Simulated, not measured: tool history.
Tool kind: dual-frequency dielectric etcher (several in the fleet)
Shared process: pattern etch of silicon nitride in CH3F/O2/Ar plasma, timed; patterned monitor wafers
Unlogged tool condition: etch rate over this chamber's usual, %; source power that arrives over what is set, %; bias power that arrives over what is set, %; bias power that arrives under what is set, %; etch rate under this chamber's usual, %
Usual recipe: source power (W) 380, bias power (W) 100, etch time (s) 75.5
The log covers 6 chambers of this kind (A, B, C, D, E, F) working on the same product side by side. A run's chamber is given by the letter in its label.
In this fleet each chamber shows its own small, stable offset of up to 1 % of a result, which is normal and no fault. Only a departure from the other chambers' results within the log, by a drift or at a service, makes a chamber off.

run,hour,source power (W),bias power (W),etch time (s),hours since the last wet clean,hours since the last source power generator calibration,hours since the last bias power generator calibration,"read-back reference wafer on the same gauge, depth_nm",mean etch depth across the wafer (nm)
1C,9,380,100,75.5,182.1,160.4,1278.3,51.323,57.949
# hour 12.7: chamber F: wet clean of the chamber
2F,17.8,380,100,75.5,5.1,3592.8,868.8,51.307,58.351
3E,28.8,380,100,75.5,87.7,2349.4,3995.3,51.317,58.098
4B,39.4,380,100,75.5,572.8,1745.6,845.3,51.352,58.696
5A,47.6,380,100,75.5,136.1,91.3,993.4,51.353,58.395
6D,56.3,380,100,75.5,372.7,490.8,325.4,51.331,58.505
# hour 59.8: chamber D: wet clean of the chamber
7E,65.6,380,100,75.5,124.5,2386.2,4032.1,51.366,58.23
8A,75.3,350,92,75.5,163.8,119,1021.1,51.34,54.967
9F,84.3,350,92,75.5,71.6,3659.3,935.3,51.369,54.894
10C,91.2,350,92,75.5,264.3,242.6,1360.5,51.371,54.668
# hour 93: chamber B: wet clean of the chamber
11B,102.5,350,92,75.5,9.6,1808.7,908.4,51.37,55.307
12D,114.8,350,92,75.5,55.1,549.3,383.9,51.375,55.208
13A,121.9,350,92,75.5,210.4,165.6,1067.7,51.387,55.109
14B,132.9,380,100,75.5,40,1839.1,938.8,51.408,58.543
15C,142.8,310,100,75.5,315.9,294.2,1412.1,51.403,53.936
16D,149.4,310,100,75.5,89.7,583.9,418.5,51.421,54.353
# hour 153.7: chamber F: source power generator calibrated
17F,157.4,310,100,75.5,144.7,3.8,1008.4,51.409,54.16
18E,168.9,310,100,75.5,227.8,2489.5,4135.4,51.428,54.048
19B,178,310,100,75.5,85.1,1884.2,983.9,51.426,54.576
20A,184.2,310,100,75.5,272.7,227.9,1130,51.426,54.245
21F,192.4,380,100,75.5,179.7,38.8,1043.4,51.441,58.381
22D,199.6,380,76,67.5,139.9,634.1,468.7,51.462,47.334
23E,208.3,380,76,67.5,267.2,2528.9,4174.8,51.455,47.258
24C,219.8,380,76,67.5,392.9,371.2,1489.1,51.451,47.096
25E,232.4,380,76,67.5,291.3,2553,4198.9,51.465,47.226
26A,244.2,380,76,67.5,332.7,287.9,1190,51.472,47.484
# hour 251: chamber A: wet clean of the chamber
27B,253.4,380,76,67.5,160.5,1959.6,1059.3,51.477,47.638
28F,261.5,380,100,75.5,248.8,107.9,1112.5,51.494,58.427
29C,268.1,380,100,75.5,441.2,419.5,1537.4,51.518,58.152
30D,276.4,380,100,75.5,216.7,710.9,545.5,51.5,58.709
31F,287.8,340,114,75.5,275.1,134.2,1138.8,51.482,58.939
32C,300.7,340,114,75.5,473.8,452.1,1570,51.529,58.799
33B,312.8,340,114,75.5,219.9,2019,1118.7,51.526,59.317
34D,323,340,114,75.5,263.3,757.5,592.1,51.529,59.367
35E,334.6,340,114,75.5,393.5,2655.2,4301.1,51.542,58.778
36A,342.2,340,114,75.5,91.3,385.9,1288,51.565,59.059
37C,354.6,380,100,75.5,527.7,506,1623.9,51.53,58.154
38D,362.9,380,100,75.5,303.2,797.4,632,51.559,58.807
39A,375.9,380,100,75.5,125,419.6,1321.7,51.574,58.729
40E,382.7,380,100,75.5,441.6,2703.3,4349.2,51.567,58.52

The same settings go to every chamber for the next run, one line per chamber below. Forecast the results for each:
41A,392.7,380,100,75.5,,,,,?
41B,392.7,380,100,75.5,,,,,?
41C,392.7,380,100,75.5,,,,,?
41D,392.7,380,100,75.5,,,,,?
41E,392.7,380,100,75.5,,,,,?
41F,392.7,380,100,75.5,,,,,?

run,mean etch depth across the wafer (nm)
41A,58.7
41B,58.895
41C,58.523
41D,58.93
41E,58.52
41F,58.606
